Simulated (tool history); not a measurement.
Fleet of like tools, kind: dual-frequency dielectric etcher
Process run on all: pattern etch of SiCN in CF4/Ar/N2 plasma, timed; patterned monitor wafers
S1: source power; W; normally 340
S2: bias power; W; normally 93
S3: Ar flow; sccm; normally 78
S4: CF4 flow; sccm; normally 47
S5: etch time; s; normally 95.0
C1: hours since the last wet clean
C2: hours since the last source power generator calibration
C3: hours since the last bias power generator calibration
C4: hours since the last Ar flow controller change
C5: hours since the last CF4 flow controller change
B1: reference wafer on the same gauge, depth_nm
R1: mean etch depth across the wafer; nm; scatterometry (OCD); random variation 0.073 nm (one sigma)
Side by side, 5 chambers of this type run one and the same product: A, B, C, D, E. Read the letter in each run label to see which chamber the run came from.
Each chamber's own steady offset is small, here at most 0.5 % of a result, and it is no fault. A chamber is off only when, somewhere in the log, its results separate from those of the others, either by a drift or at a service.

run   hour   S1   S2  S3  S4    S5     C1      C2      C3      C4      C5      B1      R1
 1A    5.1  340   93  78  47  95.0  119.9   604.6   315.1  1641.9  1834.3  72.397  68.523
 2D    9.3  340   93  78  47  95.0  172.1  3157.3  3387.3  1181.6  1003.9  72.391  68.917
 3C   17.0  340   93  78  47  95.0  207.8    31.0  1414.1  2475.1  3044.8  72.389  68.600
 4E   21.5  340   93  78  47  95.0  301.1  3655.6  3362.3   182.1   909.6  72.372  69.198
 5B   30.0  340   93  78  47  95.0  429.8  1892.6  1852.2  3480.8  2468.1  72.362  68.711
 6E   36.2  340   93  78  47  72.0  315.8  3670.3  3377.0   196.8   924.3  72.375  52.341
 7C   41.8  340   93  78  47  72.0  232.6    55.8  1438.9  2499.9  3069.6  72.348  52.045
 8D   48.5  340   93  78  47  72.0  211.3  3196.5  3426.5  1220.8  1043.1  72.351  52.082
 9B   56.4  340   93  78  47  72.0  456.2  1919.0  1878.6  3507.2  2494.5  72.339  52.079
10A   60.8  340   93  78  47  72.0  175.6   660.3   370.8  1697.6  1890.0  72.342  51.924
11C   67.8  340   93  78  47  95.0  258.6    81.8  1464.9  2525.9  3095.6  72.337  68.563
12B   74.2  340   93  78  47  95.0  474.0  1936.8  1896.4  3525.0  2512.3  72.322  68.708
13A   81.7  340   93  78  47  95.0  196.5   681.2   391.7  1718.5  1910.9  72.309  68.637
      84.3  -- chamber C: CF4 flow controller replaced
14D   89.9  340   93  78  40  70.5  252.7  3237.9  3467.9  1262.2  1084.5  72.303  49.803
15E   97.0  340   93  78  40  70.5  376.6  3731.1  3437.8   257.6   985.1  72.287  50.040
16D  105.6  340   93  78  40  70.5  268.4  3253.6  3483.6  1277.9  1100.2  72.261  49.746
     108.6  -- chamber B: wet clean of the chamber
17B  109.6  340   93  78  40  70.5    1.1  1972.2  1931.8  3560.4  2547.7  72.286  49.896
18A  116.2  340   93  78  40  70.5  231.0   715.7   426.2  1753.0  1945.4  72.287  49.647
19C  122.9  340   93  78  47  95.0  313.7   136.9  1520.0  2581.0    38.6  72.269  68.840
20E  128.1  340   93  78  47  95.0  407.7  3762.2  3468.9   288.7  1016.2  72.251  69.148
21E  135.2  340   93  78  47  95.0  414.8  3769.3  3476.0   295.8  1023.3  72.272  68.969
22C  141.7  340   93  78  47  95.0  332.5   155.7  1538.8  2599.8    57.4  72.256  68.495
23B  148.2  340   93  78  47  95.0   39.7  2010.8  1970.4  3599.0  2586.3  72.246  68.554
24A  154.9  340   93  78  47  95.0  269.7   754.4   464.9  1791.7  1984.1  72.218  68.480
25D  159.7  340   93  78  47  95.0  322.5  3307.7  3537.7  1332.0  1154.3  72.225  68.617
26E  168.5  340   93  78  47  95.0  448.1  3802.6  3509.3   329.1  1056.6  72.207  68.938
27D  175.9  340  102  71  47  95.0  338.7  3323.9  3553.9  1348.2  1170.5  72.191  71.856
28C  182.1  340  102  71  47  95.0  372.9   196.1  1579.2  2640.2    97.8  72.205  71.993
29B  188.9  340  102  71  47  95.0   80.4  2051.5  2011.1  3639.7  2627.0  72.192  71.967
30A  195.4  340  102  71  47  95.0  310.2   794.9   505.4  1832.2  2024.6  72.177  71.768
31C  202.4  340  102  71  47  95.0  393.2   216.4  1599.5  2660.5   118.1  72.189  71.776
32B  207.4  340   93  78  47  95.0   98.9  2070.0  2029.6  3658.2  2645.5  72.179  68.677
     211.9  -- chamber C: Ar flow controller replaced
33A  216.3  340   93  78  47  95.0  331.1   815.8   526.3  1853.1  2045.5  72.165  68.313
34E  222.1  340   93  78  47  95.0  501.7  3856.2  3562.9   382.7  1110.2  72.151  68.901
     229.1  -- chamber E: bias power generator calibrated
35D  231.2  340   93  78  47  74.5  394.0  3379.2  3609.2  1403.5  1225.8  72.147  53.745
36E  239.5  340   93  78  47  74.5  519.1  3873.6    10.4   400.1  1127.6  72.161  54.005
37C  244.5  340   93  78  47  74.5  435.3   258.5  1641.6    32.6   160.2  72.114  53.748
38B  253.1  340   93  78  47  74.5  144.6  2115.7  2075.3  3703.9  2691.2  72.111  53.680
39A  258.7  340   93  78  47  74.5  373.5   858.2   568.7  1895.5  2087.9  72.101  53.546
40D  265.1  340   85  78  53  95.0  427.9  3413.1  3643.1  1437.4  1259.7  72.100  67.526
41D  273.7  340   85  78  53  95.0  436.5  3421.7  3651.7  1446.0  1268.3  72.091  67.356
42B  279.2  340   85  78  53  95.0  170.7  2141.8  2101.4  3730.0  2717.3  72.079  67.252

Is one chamber out of step, is the gauge drifting, or do the chambers differ by no more than their own small offsets? For an off chamber, give its letter and the likeliest cause.

Every chamber seems to shift together because the gauge that measures them all drifts; the chambers themselves are fine.
What lies behind it: gauge reads low (%) = 0.432.
